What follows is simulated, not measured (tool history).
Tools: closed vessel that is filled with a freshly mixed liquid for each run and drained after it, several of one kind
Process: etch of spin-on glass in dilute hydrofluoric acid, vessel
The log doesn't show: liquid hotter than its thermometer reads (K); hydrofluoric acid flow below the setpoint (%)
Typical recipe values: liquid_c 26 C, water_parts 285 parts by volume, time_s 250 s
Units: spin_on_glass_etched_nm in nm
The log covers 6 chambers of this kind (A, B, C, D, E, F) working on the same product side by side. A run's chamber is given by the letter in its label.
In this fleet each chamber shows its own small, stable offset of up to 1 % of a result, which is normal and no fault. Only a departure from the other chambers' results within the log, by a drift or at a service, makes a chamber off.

run,hour,liquid_c,water_parts,time_s,hours since the thermometer was replaced,hours since the hydrofluoric acid flow meter was replaced,"read-back film thickness of the spin-on glass reference wafer, read on the same gauge (nm)",spin_on_glass_etched_nm
1A,5.7,26,285,250,391.5,495.2,130,20.909
2B,14.3,26,285,250,1368.4,899.2,130.02,20.893
3D,22.3,26,285,250,909.5,125.3,130,20.669
4F,28.6,26,285,250,1371.6,114.3,129.96,20.712
5C,38.3,26,285,250,1374.8,71.7,130.04,20.66
6E,49.6,26,285,250,154.6,226.3,130.02,20.941
7F,57.9,29.5,285,320,1400.9,143.6,130,29.747
8E,64,29.5,285,320,169,240.7,129.98,29.924
9D,74.1,29.5,285,320,961.3,177.1,129.98,29.848
10B,84.3,29.5,285,320,1438.4,969.2,129.99,29.652
11C,93.8,29.5,285,320,1430.3,127.2,129.98,30.024
12A,99.7,29.5,285,320,485.5,589.2,130,29.462
13A,108.2,26,285,250,494,597.7,130.02,20.794
14C,117.9,26,285,250,1454.4,151.3,130.04,20.609
15D,129.2,26,285,250,1016.4,232.2,130,21.212
# hour 131: chamber B: thermometer replaced
16E,138.9,26,285,250,243.9,315.6,130.01,21.142
17B,148.6,26,285,250,17.7,1033.5,130.02,20.544
18F,153.9,26,285,250,1496.9,239.6,130,21.21
19B,162.3,26,285,250,31.4,1047.2,130.05,19.673
20E,169.7,26,285,250,274.7,346.4,129.95,20.872
21D,179.5,26,285,250,1066.7,282.5,129.98,20.89
22A,187.2,26,285,250,573,676.7,130,20.882
23C,195.4,26,285,250,1531.9,228.8,129.99,21.162
24F,201.9,26,285,250,1544.9,287.6,130.01,20.667
25F,212.6,26,285,250,1555.6,298.3,130.02,21.156
26E,223.5,26,285,250,328.5,400.2,130.01,20.643
# hour 232: chamber A: thermometer replaced
27B,232.8,26,285,250,101.9,1117.7,130.01,19.837
28A,241.4,26,285,250,9.5,730.9,130.02,20.757
29C,248.2,26,285,250,1584.7,281.6,129.98,20.571
30D,256,26,285,250,1143.2,359,130.03,21.214
31A,263.3,26,285,250,31.4,752.8,130.04,20.91
32C,271,26,285,250,1607.5,304.4,129.99,20.654
33D,277.7,29,285,115,1164.9,380.7,130.02,10.46
34E,283.1,29,285,115,388.1,459.8,129.98,10.61
35F,292.4,29,285,115,1635.4,378.1,129.97,10.577
36B,303.4,29,285,115,172.5,1188.3,129.94,9.7727
37E,312.4,29,285,115,417.4,489.1,129.99,10.659

What goes on in this fleet: one chamber off, a drifting gauge, or nothing beyond the chambers' own small offsets? Name the chamber and the cause, if any.

One chamber, B, drifts off from the rest bit by bit.
What lies behind it: hydrofluoric acid flow below the setpoint (%) = 5.92.

Chamber B could run next with any of the 4 candidate recipes listed below; each alters the usual settings, and their results appear as question marks. Which one brings its results back in line with what the other chambers deliver on the usual settings?
A result is in line if it is within this distance of the other chambers' mean on the usual settings: spin_on_glass_etched_nm 0.7 nm
38B-1,320.6,26.5,255,250,,,,?
38B-2,320.6,25.5,285,215,,,,?
38B-3,320.6,26,285,230,,,,?
38B-4,320.6,26,285,270,,,,?

The other chambers' mean on the usual settings: spin_on_glass_etched_nm 20.772 nm
run,spin_on_glass_etched_nm
38B-1,22.639
38B-2,16.267
38B-3,17.693
38B-4,20.77
Change 38B-4 lands the chamber within the allowed miss of the other chambers.
